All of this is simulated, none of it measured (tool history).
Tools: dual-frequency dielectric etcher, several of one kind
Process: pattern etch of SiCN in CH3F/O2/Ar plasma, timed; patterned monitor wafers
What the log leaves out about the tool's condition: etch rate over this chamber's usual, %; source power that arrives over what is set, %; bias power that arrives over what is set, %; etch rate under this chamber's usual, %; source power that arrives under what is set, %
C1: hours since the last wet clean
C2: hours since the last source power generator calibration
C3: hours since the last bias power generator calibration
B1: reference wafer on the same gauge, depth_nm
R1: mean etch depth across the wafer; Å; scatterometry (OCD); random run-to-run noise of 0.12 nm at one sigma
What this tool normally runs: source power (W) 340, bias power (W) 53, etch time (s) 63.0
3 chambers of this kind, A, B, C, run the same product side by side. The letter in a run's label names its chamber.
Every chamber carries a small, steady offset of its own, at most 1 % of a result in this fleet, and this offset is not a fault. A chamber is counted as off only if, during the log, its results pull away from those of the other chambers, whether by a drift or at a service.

{"run": "1B", "hour": 6.2, "source power (W)": 340, "bias power (W)": 53, "etch time (s)": 63.0, "C1": 522.9, "C2": 1578.4, "C3": 2703.0, "B1": 21.194, "R1": 201.1}
{"run": "2C", "hour": 12.3, "source power (W)": 340, "bias power (W)": 53, "etch time (s)": 63.0, "C1": 388.9, "C2": 1839.8, "C3": 2147.5, "B1": 21.178, "R1": 199.66}
{"run": "3A", "hour": 20.8, "source power (W)": 340, "bias power (W)": 53, "etch time (s)": 63.0, "C1": 420.5, "C2": 1860.7, "C3": 2798.5, "B1": 21.161, "R1": 198.52}
{"run": "4C", "hour": 28.4, "source power (W)": 340, "bias power (W)": 53, "etch time (s)": 63.0, "C1": 405.0, "C2": 1855.9, "C3": 2163.6, "B1": 21.201, "R1": 198.49}
{"run": "5B", "hour": 36.9, "source power (W)": 340, "bias power (W)": 53, "etch time (s)": 63.0, "C1": 553.6, "C2": 1609.1, "C3": 2733.7, "B1": 21.2, "R1": 201.38}
{"run": "6A", "hour": 42.6, "source power (W)": 340, "bias power (W)": 44, "etch time (s)": 74.0, "C1": 442.3, "C2": 1882.5, "C3": 2820.3, "B1": 21.19, "R1": 221.07}
{"run": "7A", "hour": 49.5, "source power (W)": 340, "bias power (W)": 44, "etch time (s)": 74.0, "C1": 449.2, "C2": 1889.4, "C3": 2827.2, "B1": 21.175, "R1": 219.75}
{"hour": 54.0, "done": "chamber C: source power generator calibrated"}
{"run": "8C", "hour": 55.5, "source power (W)": 340, "bias power (W)": 44, "etch time (s)": 74.0, "C1": 432.1, "C2": 1.5, "C3": 2190.7, "B1": 21.206, "R1": 216.15}
{"run": "9B", "hour": 60.4, "source power (W)": 340, "bias power (W)": 53, "etch time (s)": 63.0, "C1": 577.1, "C2": 1632.6, "C3": 2757.2, "B1": 21.193, "R1": 202.7}
{"run": "10B", "hour": 65.7, "source power (W)": 340, "bias power (W)": 53, "etch time (s)": 55.5, "C1": 582.4, "C2": 1637.9, "C3": 2762.5, "B1": 21.191, "R1": 176.0}
{"run": "11C", "hour": 72.8, "source power (W)": 340, "bias power (W)": 53, "etch time (s)": 55.5, "C1": 449.4, "C2": 18.8, "C3": 2208.0, "B1": 21.197, "R1": 172.82}
{"run": "12A", "hour": 77.1, "source power (W)": 340, "bias power (W)": 53, "etch time (s)": 55.5, "C1": 476.8, "C2": 1917.0, "C3": 2854.8, "B1": 21.223, "R1": 176.93}
{"run": "13B", "hour": 84.1, "source power (W)": 340, "bias power (W)": 53, "etch time (s)": 63.0, "C1": 600.8, "C2": 1656.3, "C3": 2780.9, "B1": 21.191, "R1": 200.84}
{"run": "14A", "hour": 89.2, "source power (W)": 340, "bias power (W)": 53, "etch time (s)": 63.0, "C1": 488.9, "C2": 1929.1, "C3": 2866.9, "B1": 21.187, "R1": 202.03}
{"hour": 91.8, "done": "chamber A: source power generator calibrated"}
{"run": "15C", "hour": 96.4, "source power (W)": 340, "bias power (W)": 46, "etch time (s)": 63.0, "C1": 473.0, "C2": 42.4, "C3": 2231.6, "B1": 21.206, "R1": 187.04}
{"run": "16A", "hour": 104.2, "source power (W)": 340, "bias power (W)": 46, "etch time (s)": 63.0, "C1": 503.9, "C2": 12.5, "C3": 2881.9, "B1": 21.205, "R1": 190.18}
{"run": "17C", "hour": 111.4, "source power (W)": 340, "bias power (W)": 46, "etch time (s)": 63.0, "C1": 488.0, "C2": 57.4, "C3": 2246.6, "B1": 21.182, "R1": 186.06}
{"hour": 115.2, "done": "chamber B: wet clean of the chamber"}
{"run": "18B", "hour": 116.0, "source power (W)": 340, "bias power (W)": 53, "etch time (s)": 63.0, "C1": 0.8, "C2": 1688.2, "C3": 2812.8, "B1": 21.193, "R1": 200.24}
{"run": "19B", "hour": 122.6, "source power (W)": 340, "bias power (W)": 53, "etch time (s)": 63.0, "C1": 7.4, "C2": 1694.8, "C3": 2819.4, "B1": 21.226, "R1": 202.19}
{"run": "20A", "hour": 127.6, "source power (W)": 340, "bias power (W)": 53, "etch time (s)": 63.0, "C1": 527.3, "C2": 35.9, "C3": 2905.3, "B1": 21.183, "R1": 199.87}
{"run": "21C", "hour": 132.1, "source power (W)": 340, "bias power (W)": 53, "etch time (s)": 63.0, "C1": 508.7, "C2": 78.1, "C3": 2267.3, "B1": 21.22, "R1": 191.09}
{"run": "22A", "hour": 136.3, "source power (W)": 340, "bias power (W)": 53, "etch time (s)": 63.0, "C1": 536.0, "C2": 44.6, "C3": 2914.0, "B1": 21.202, "R1": 199.28}
{"run": "23B", "hour": 142.4, "source power (W)": 340, "bias power (W)": 53, "etch time (s)": 63.0, "C1": 27.2, "C2": 1714.6, "C3": 2839.2, "B1": 21.17, "R1": 200.83}

Decide between three cases: one chamber stands off from its peers, the gauge reading all wafers drifts, or nothing is wrong past each chamber's small offset. Where a chamber is off, say which and what most likely put it there.

It is chamber C that slowly wanders off from its peers.
Likeliest cause: etch rate under this chamber's usual, % = 4.59.

Which of the 4 candidates below, each the usual settings with something changed and its results left as question marks, puts chamber C back in line with what the other chambers give on the usual settings?
Allowed miss from the other chambers' usual-settings mean, per result, to count as in line: R1 4.20 Å
{"run": "24C-1", "hour": 148.7, "source power (W)": 340, "bias power (W)": 53, "etch time (s)": 63.5, "R1": "?"}
{"run": "24C-2", "hour": 148.7, "source power (W)": 340, "bias power (W)": 53, "etch time (s)": 62.5, "R1": "?"}
{"run": "24C-3", "hour": 148.7, "source power (W)": 340, "bias power (W)": 53, "etch time (s)": 66.0, "R1": "?"}
{"run": "24C-4", "hour": 148.7, "source power (W)": 300, "bias power (W)": 53, "etch time (s)": 63.0, "R1": "?"}

Other chambers, usual settings, mean: R1 200.05 Å
run=24C-1 R1=192.28
run=24C-2 R1=189.25
run=24C-3 R1=199.85
run=24C-4 R1=181.87
With 24C-3, the chamber falls back in line with the rest.
